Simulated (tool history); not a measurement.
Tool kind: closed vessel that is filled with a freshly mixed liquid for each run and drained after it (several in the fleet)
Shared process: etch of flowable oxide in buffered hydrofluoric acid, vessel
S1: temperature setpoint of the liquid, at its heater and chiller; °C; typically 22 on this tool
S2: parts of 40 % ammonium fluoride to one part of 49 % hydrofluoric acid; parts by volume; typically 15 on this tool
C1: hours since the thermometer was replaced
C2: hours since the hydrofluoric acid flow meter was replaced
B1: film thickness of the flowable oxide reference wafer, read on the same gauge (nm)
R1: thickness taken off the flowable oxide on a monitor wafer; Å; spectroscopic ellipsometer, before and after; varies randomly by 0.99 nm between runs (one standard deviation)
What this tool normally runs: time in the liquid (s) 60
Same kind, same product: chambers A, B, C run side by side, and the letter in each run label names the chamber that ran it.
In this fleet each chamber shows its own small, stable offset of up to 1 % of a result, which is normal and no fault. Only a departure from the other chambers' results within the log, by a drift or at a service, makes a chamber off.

{"run": "1C", "hour": 5.2, "S1": 22, "S2": 15, "time in the liquid (s)": 60, "C1": 1159.9, "C2": 326.7, "B1": 50.025, "R1": 1097.8}
{"run": "2A", "hour": 9.1, "S1": 22, "S2": 15, "time in the liquid (s)": 60, "C1": 635.7, "C2": 1063.5, "B1": 49.992, "R1": 1070.7}
{"run": "3B", "hour": 16.1, "S1": 22, "S2": 15, "time in the liquid (s)": 60, "C1": 1807.2, "C2": 1286.3, "B1": 50.014, "R1": 1075.3}
{"run": "4A", "hour": 24.3, "S1": 22, "S2": 15, "time in the liquid (s)": 60, "C1": 650.9, "C2": 1078.7, "B1": 50.029, "R1": 1080}
{"run": "5C", "hour": 32.3, "S1": 22, "S2": 15, "time in the liquid (s)": 60, "C1": 1187, "C2": 353.8, "B1": 49.961, "R1": 1095.8}
{"run": "6B", "hour": 38.7, "S1": 22, "S2": 15, "time in the liquid (s)": 60, "C1": 1829.8, "C2": 1308.9, "B1": 49.935, "R1": 1086.3}
{"run": "7B", "hour": 43.0, "S1": 22, "S2": 15, "time in the liquid (s)": 60, "C1": 1834.1, "C2": 1313.2, "B1": 50.025, "R1": 1065}
{"run": "8C", "hour": 48.8, "S1": 22, "S2": 15, "time in the liquid (s)": 60, "C1": 1203.5, "C2": 370.3, "B1": 50.027, "R1": 1086.7}
{"run": "9A", "hour": 54.6, "S1": 22, "S2": 15, "time in the liquid (s)": 60, "C1": 681.2, "C2": 1109, "B1": 50.021, "R1": 1101.9}
{"run": "10C", "hour": 60.0, "S1": 22, "S2": 15, "time in the liquid (s)": 60, "C1": 1214.7, "C2": 381.5, "B1": 49.95, "R1": 1097.3}
{"run": "11A", "hour": 63.7, "S1": 22, "S2": 15, "time in the liquid (s)": 60, "C1": 690.3, "C2": 1118.1, "B1": 50.021, "R1": 1089.7}
{"run": "12B", "hour": 70.9, "S1": 22, "S2": 15, "time in the liquid (s)": 60, "C1": 1862, "C2": 1341.1, "B1": 49.985, "R1": 1076.7}
{"run": "13C", "hour": 78.2, "S1": 22, "S2": 15, "time in the liquid (s)": 60, "C1": 1232.9, "C2": 399.7, "B1": 50.005, "R1": 1111.7}
{"run": "14B", "hour": 84.0, "S1": 26.5, "S2": 15, "time in the liquid (s)": 45, "C1": 1875.1, "C2": 1354.2, "B1": 49.985, "R1": 1038}
{"run": "15A", "hour": 91.0, "S1": 26.5, "S2": 15, "time in the liquid (s)": 45, "C1": 717.6, "C2": 1145.4, "B1": 50.007, "R1": 1038.5}
{"run": "16C", "hour": 96.0, "S1": 26.5, "S2": 15, "time in the liquid (s)": 45, "C1": 1250.7, "C2": 417.5, "B1": 49.981, "R1": 1045.1}
{"run": "17A", "hour": 103.5, "S1": 22, "S2": 15, "time in the liquid (s)": 60, "C1": 730.1, "C2": 1157.9, "B1": 49.957, "R1": 1084.4}
{"hour": 109.1, "done": "chamber B: hydrofluoric acid flow meter replaced"}
{"run": "18B", "hour": 111.6, "S1": 22, "S2": 15, "time in the liquid (s)": 60, "C1": 1902.7, "C2": 2.6, "B1": 49.966, "R1": 1079.7}
{"run": "19C", "hour": 117.2, "S1": 22, "S2": 15, "time in the liquid (s)": 60, "C1": 1271.9, "C2": 438.7, "B1": 49.985, "R1": 1128.5}
{"run": "20B", "hour": 125.5, "S1": 22, "S2": 15, "time in the liquid (s)": 60, "C1": 1916.6, "C2": 16.5, "B1": 49.957, "R1": 1079.6}
{"run": "21A", "hour": 130.2, "S1": 22, "S2": 15, "time in the liquid (s)": 60, "C1": 756.8, "C2": 1184.6, "B1": 50.02, "R1": 1087.1}
{"run": "22A", "hour": 136.5, "S1": 24, "S2": 15, "time in the liquid (s)": 40, "C1": 763.1, "C2": 1190.9, "B1": 49.988, "R1": 802.86}
{"run": "23B", "hour": 144.3, "S1": 24, "S2": 15, "time in the liquid (s)": 40, "C1": 1935.4, "C2": 35.3, "B1": 50.028, "R1": 811.42}
{"run": "24C", "hour": 152.4, "S1": 24, "S2": 15, "time in the liquid (s)": 40, "C1": 1307.1, "C2": 473.9, "B1": 50.013, "R1": 820.43}
{"run": "25C", "hour": 160.7, "S1": 22, "S2": 15, "time in the liquid (s)": 60, "C1": 1315.4, "C2": 482.2, "B1": 49.973, "R1": 1129.5}
{"run": "26A", "hour": 167.1, "S1": 22, "S2": 15, "time in the liquid (s)": 60, "C1": 793.7, "C2": 1221.5, "B1": 49.977, "R1": 1105.5}
{"run": "27B", "hour": 170.8, "S1": 22, "S2": 15, "time in the liquid (s)": 60, "C1": 1961.9, "C2": 61.8, "B1": 50.014, "R1": 1101}
{"run": "28A", "hour": 176.7, "S1": 22, "S2": 15, "time in the liquid (s)": 60, "C1": 803.3, "C2": 1231.1, "B1": 49.958, "R1": 1082.8}
{"run": "29C", "hour": 180.8, "S1": 22, "S2": 15, "time in the liquid (s)": 60, "C1": 1335.5, "C2": 502.3, "B1": 50, "R1": 1140}
{"run": "30B", "hour": 185.3, "S1": 22, "S2": 15, "time in the liquid (s)": 60, "C1": 1976.4, "C2": 76.3, "B1": 50.032, "R1": 1072.6}
{"run": "31A", "hour": 190.8, "S1": 22, "S2": 15, "time in the liquid (s)": 60, "C1": 817.4, "C2": 1245.2, "B1": 50.004, "R1": 1064.3}
{"run": "32C", "hour": 196.8, "S1": 22, "S2": 15, "time in the liquid (s)": 60, "C1": 1351.5, "C2": 518.3, "B1": 50.016, "R1": 1149.2}
{"run": "33B", "hour": 201.0, "S1": 22, "S2": 15, "time in the liquid (s)": 60, "C1": 1992.1, "C2": 92, "B1": 49.998, "R1": 1083.2}
{"run": "34B", "hour": 206.5, "S1": 22, "S2": 15, "time in the liquid (s)": 60, "C1": 1997.6, "C2": 97.5, "B1": 49.962, "R1": 1090}
{"run": "35C", "hour": 212.8, "S1": 22, "S2": 15, "time in the liquid (s)": 60, "C1": 1367.5, "C2": 534.3, "B1": 49.929, "R1": 1152.5}
{"run": "36A", "hour": 221.0, "S1": 22, "S2": 15, "time in the liquid (s)": 60, "C1": 847.6, "C2": 1275.4, "B1": 50.011, "R1": 1091.6}

One chamber off, gauge drift, or nothing amiss beyond the chambers' own small offsets? If it is a chamber, which one, and what is the likeliest cause?

One chamber, C, drifts off from the rest bit by bit.
What lies behind it: liquid hotter than its thermometer reads (K) = 1.
Not necessarily distinguishable in this log from: hydrofluoric acid flow above the setpoint (%).

Which of the 4 candidates below, each the usual settings with something changed and its results left as question marks, puts chamber C back in line with what the other chambers give on the usual settings?
Counts as in line when no further than this from what the other chambers average on the usual settings: R1 34 Å
{"run": "37C-1", "hour": 227.0, "S1": 22.5, "S2": 14.5, "time in the liquid (s)": 65, "R1": "?"}
{"run": "37C-2", "hour": 227.0, "S1": 21.5, "S2": 15.5, "time in the liquid (s)": 60, "R1": "?"}
{"run": "37C-3", "hour": 227.0, "S1": 22.5, "S2": 14.5, "time in the liquid (s)": 60, "R1": "?"}
{"run": "37C-4", "hour": 227.0, "S1": 22, "S2": 15.5, "time in the liquid (s)": 55, "R1": "?"}

Usual-settings mean across the other chambers: R1 1085.5 Å
run=37C-1 R1=1331
run=37C-2 R1=1089.9
run=37C-3 R1=1228.6
run=37C-4 R1=1026.4
It is 37C-2 that realigns the chamber with its peers.
